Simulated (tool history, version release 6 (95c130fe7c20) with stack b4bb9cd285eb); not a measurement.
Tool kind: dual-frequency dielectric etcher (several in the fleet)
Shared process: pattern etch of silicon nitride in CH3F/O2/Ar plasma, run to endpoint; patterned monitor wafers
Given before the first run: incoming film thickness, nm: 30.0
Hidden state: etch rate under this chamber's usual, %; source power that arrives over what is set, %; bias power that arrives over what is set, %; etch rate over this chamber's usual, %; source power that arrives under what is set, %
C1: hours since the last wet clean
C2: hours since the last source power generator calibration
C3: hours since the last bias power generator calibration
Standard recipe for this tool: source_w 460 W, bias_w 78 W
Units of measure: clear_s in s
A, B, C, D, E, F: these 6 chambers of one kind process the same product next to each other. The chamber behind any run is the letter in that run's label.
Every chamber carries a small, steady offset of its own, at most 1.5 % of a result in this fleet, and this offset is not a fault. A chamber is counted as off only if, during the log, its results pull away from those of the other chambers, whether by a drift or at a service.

Run 1C, hour 6.4: usual settings; C1 205.9; C2 95.6; C3 2637.2. Result: clear_s 39.766 s.
Run 2F, hour 13.8: usual settings; C1 398.7; C2 388.6; C3 714.4. Result: clear_s 40.117 s.
At hour 16.5: chamber E: wet clean of the chamber.
Run 3B, hour 18.9: usual settings; C1 136.7; C2 2195.7; C3 2679.9. Result: clear_s 39.746 s.
Run 4A, hour 24.8: usual settings; C1 320.5; C2 463.9; C3 484.1. Result: clear_s 39.956 s.
Run 5D, hour 29.1: usual settings; C1 242.4; C2 2116.8; C3 2913. Result: clear_s 40.087 s.
Run 6E, hour 37.7: usual settings; C1 21.2; C2 1340; C3 1855.6. Result: clear_s 40.516 s.
Run 7B, hour 42.6: usual settings but source_w 580 W, bias_w 97 W; C1 160.4; C2 2219.4; C3 2703.6. Result: clear_s 33.931 s.
Run 8E, hour 51.1: usual settings but source_w 580 W, bias_w 97 W; C1 34.6; C2 1353.4; C3 1869. Result: clear_s 33.988 s.
Run 9D, hour 61.2: usual settings but source_w 580 W, bias_w 97 W; C1 274.5; C2 2148.9; C3 2945.1. Result: clear_s 34.301 s.
Run 10A, hour 66.2: usual settings but source_w 580 W, bias_w 97 W; C1 361.9; C2 505.3; C3 525.5. Result: clear_s 34.055 s.
Run 11F, hour 75.8: usual settings but source_w 580 W, bias_w 97 W; C1 460.7; C2 450.6; C3 776.4. Result: clear_s 34.083 s.
Run 12C, hour 80.3: usual settings but source_w 580 W, bias_w 97 W; C1 279.8; C2 169.5; C3 2711.1. Result: clear_s 33.999 s.
Run 13D, hour 86: usual settings; C1 299.3; C2 2173.7; C3 2969.9. Result: clear_s 40.489 s.
Run 14F, hour 94.4: usual settings but source_w 500 W, bias_w 59 W; C1 479.3; C2 469.2; C3 795. Result: clear_s 42.422 s.
Run 15A, hour 99.2: usual settings but source_w 500 W, bias_w 59 W; C1 394.9; C2 538.3; C3 558.5. Result: clear_s 42.802 s.
Run 16E, hour 107.6: usual settings but source_w 500 W, bias_w 59 W; C1 91.1; C2 1409.9; C3 1925.5. Result: clear_s 42.662 s.
Run 17C, hour 112.6: usual settings but source_w 500 W, bias_w 59 W; C1 312.1; C2 201.8; C3 2743.4. Result: clear_s 42.31 s.
Run 18B, hour 120.3: usual settings but source_w 500 W, bias_w 59 W; C1 238.1; C2 2297.1; C3 2781.3. Result: clear_s 42.138 s.
Run 19F, hour 126.5: usual settings but source_w 500 W, bias_w 59 W; C1 511.4; C2 501.3; C3 827.1. Result: clear_s 42.364 s.
Run 20C, hour 134.6: usual settings; C1 334.1; C2 223.8; C3 2765.4. Result: clear_s 39.539 s.
Run 21B, hour 144.4: usual settings; C1 262.2; C2 2321.2; C3 2805.4. Result: clear_s 39.944 s.
Run 22E, hour 153.3: usual settings; C1 136.8; C2 1455.6; C3 1971.2. Result: clear_s 40.1 s.
Run 23D, hour 158: usual settings; C1 371.3; C2 2245.7; C3 3041.9. Result: clear_s 40.573 s.
Run 24A, hour 167: usual settings; C1 462.7; C2 606.1; C3 626.3. Result: clear_s 40.264 s.
Run 25A, hour 175.5: usual settings; C1 471.2; C2 614.6; C3 634.8. Result: clear_s 40.221 s.
At hour 180.9: chamber F: wet clean of the chamber.
Run 26E, hour 181: usual settings; C1 164.5; C2 1483.3; C3 1998.9. Result: clear_s 40.172 s.
At hour 181.2: chamber D: wet clean of the chamber.
Run 27C, hour 190.4: usual settings; C1 389.9; C2 279.6; C3 2821.2. Result: clear_s 39.285 s.
Run 28B, hour 199: usual settings; C1 316.8; C2 2375.8; C3 2860. Result: clear_s 39.96 s.
Run 29F, hour 206.6: usual settings; C1 25.7; C2 581.4; C3 907.2. Result: clear_s 40.086 s.
At hour 208.5: chamber B: wet clean of the chamber.
Run 30D, hour 214.6: usual settings but source_w 510 W, bias_w 86 W; C1 33.5; C2 2302.3; C3 3098.5. Result: clear_s 37.464 s.
Run 31B, hour 219.9: usual settings but source_w 510 W, bias_w 86 W; C1 11.4; C2 2396.7; C3 2880.9. Result: clear_s 37.013 s.
Run 32E, hour 228.2: usual settings but source_w 510 W, bias_w 86 W; C1 211.7; C2 1530.5; C3 2046.1. Result: clear_s 37.493 s.
Run 33A, hour 236.4: usual settings but source_w 510 W, bias_w 86 W; C1 532.1; C2 675.5; C3 695.7. Result: clear_s 37.414 s.
Run 34F, hour 244.8: usual settings but source_w 510 W, bias_w 86 W; C1 63.9; C2 619.6; C3 945.4. Result: clear_s 37.311 s.
Run 35C, hour 251.8: usual settings but source_w 510 W, bias_w 86 W; C1 451.3; C2 341; C3 2882.6. Result: clear_s 36.377 s.
Run 36D, hour 261.1: usual settings but source_w 400 W, bias_w 85 W; C1 80; C2 2348.8; C3 3145. Result: clear_s 41.787 s.

Next, all 6 chambers run the settings below, one line each with question marks for the results. What does each chamber give?
Run 37A, hour 268.3: usual settings but bias_w 67 W. Result: clear_s ?.
Run 37B, hour 268.3: usual settings but bias_w 67 W. Result: clear_s ?.
Run 37C, hour 268.3: usual settings but bias_w 67 W. Result: clear_s ?.
Run 37D, hour 268.3: usual settings but bias_w 67 W. Result: clear_s ?.
Run 37E, hour 268.3: usual settings but bias_w 67 W. Result: clear_s ?.
Run 37F, hour 268.3: usual settings but bias_w 67 W. Result: clear_s ?.

run  clear_s
37A   42.234
37B   41.813
37C   41.116
37D   42.504
37E   42.301
37F   41.959

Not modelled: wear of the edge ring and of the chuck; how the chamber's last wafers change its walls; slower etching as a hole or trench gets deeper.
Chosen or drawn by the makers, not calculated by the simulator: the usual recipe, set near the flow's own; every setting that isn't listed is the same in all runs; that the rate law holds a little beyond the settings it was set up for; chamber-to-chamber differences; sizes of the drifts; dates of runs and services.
